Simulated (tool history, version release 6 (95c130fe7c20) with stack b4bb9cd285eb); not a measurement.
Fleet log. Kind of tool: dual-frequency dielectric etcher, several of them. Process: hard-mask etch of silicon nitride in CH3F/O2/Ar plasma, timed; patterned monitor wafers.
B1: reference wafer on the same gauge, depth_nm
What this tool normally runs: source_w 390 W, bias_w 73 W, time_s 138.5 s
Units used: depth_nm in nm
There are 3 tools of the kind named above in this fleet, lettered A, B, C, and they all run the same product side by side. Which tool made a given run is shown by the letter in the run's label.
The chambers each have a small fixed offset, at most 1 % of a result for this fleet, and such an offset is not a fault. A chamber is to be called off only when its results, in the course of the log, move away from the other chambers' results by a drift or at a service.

run 1C hour=4 | source_w=390 bias_w=73 time_s=138.5 | B1=87.843 | depth_nm=96.228
run 2A hour=7 | source_w=390 bias_w=73 time_s=138.5 | B1=87.826 | depth_nm=97.274
run 3B hour=11.5 | source_w=390 bias_w=73 time_s=138.5 | B1=87.804 | depth_nm=95.576
run 4C hour=15 | source_w=390 bias_w=73 time_s=138.5 | B1=87.716 | depth_nm=97.051
run 5B hour=19.1 | source_w=390 bias_w=73 time_s=138.5 | B1=87.924 | depth_nm=96.366
run 6A hour=22.8 | source_w=390 bias_w=73 time_s=138.5 | B1=87.75 | depth_nm=96.448
run 7C hour=24.8 | source_w=390 bias_w=73 time_s=138.5 | B1=87.903 | depth_nm=96.376
-- hour=26.5 chamber A: wet clean of the chamber
run 8B hour=28.9 | source_w=390 bias_w=73 time_s=138.5 | B1=87.797 | depth_nm=95.68
run 9A hour=31.2 | source_w=390 bias_w=73 time_s=138.5 | B1=87.826 | depth_nm=101.08
run 10A hour=34.1 | source_w=390 bias_w=73 time_s=138.5 | B1=87.818 | depth_nm=100.66
run 11B hour=38 | source_w=390 bias_w=73 time_s=138.5 | B1=87.819 | depth_nm=95.675
run 12C hour=42.1 | source_w=390 bias_w=73 time_s=138.5 | B1=87.743 | depth_nm=96.476
run 13C hour=46.7 | source_w=390 bias_w=73 time_s=138.5 | B1=87.686 | depth_nm=96.243
run 14B hour=48.8 | source_w=350 bias_w=73 time_s=164.5 | B1=87.782 | depth_nm=108.7
run 15A hour=52.5 | source_w=350 bias_w=73 time_s=164.5 | B1=87.807 | depth_nm=113.68
run 16C hour=54.6 | source_w=350 bias_w=73 time_s=164.5 | B1=87.867 | depth_nm=110.04
run 17B hour=57.5 | source_w=450 bias_w=78 time_s=138.5 | B1=87.788 | depth_nm=104.12
run 18A hour=59.6 | source_w=450 bias_w=78 time_s=138.5 | B1=87.722 | depth_nm=107.88
run 19C hour=64.1 | source_w=450 bias_w=78 time_s=138.5 | B1=87.785 | depth_nm=104.55
run 20A hour=68.2 | source_w=390 bias_w=90 time_s=99.5 | B1=87.785 | depth_nm=77.629
run 21B hour=72.8 | source_w=390 bias_w=90 time_s=99.5 | B1=87.85 | depth_nm=74.287

Decide between three cases: one chamber stands off from its peers, the gauge reading all wafers drifts, or nothing is wrong past each chamber's small offset. Where a chamber is off, say which and what most likely put it there.

A service left chamber A off against the others.
Cause: etch rate over this chamber's usual, % = 3.15.

Here are 4 candidates for chamber A's next run, each the usual settings with a change, their results left as question marks. Which one brings its results back in line with what the others give on the usual settings?
Counts as in line when no further than this from what the other chambers average on the usual settings: depth_nm 1.5 nm
run 22A-1 hour=76.2 | source_w=390 bias_w=73 time_s=133.5 | depth_nm=?
run 22A-2 hour=76.2 | source_w=390 bias_w=74 time_s=143 | depth_nm=?
run 22A-3 hour=76.2 | source_w=390 bias_w=73 time_s=140 | depth_nm=?
run 22A-4 hour=76.2 | source_w=390 bias_w=71 time_s=138.5 | depth_nm=?

Other chambers, usual settings, mean: depth_nm 96.265 nm
run=22A-1 depth_nm=96.763
run=22A-2 depth_nm=104.15
run=22A-3 depth_nm=101.47
run=22A-4 depth_nm=99.417
22A-1 puts the chamber back in line with the other chambers.
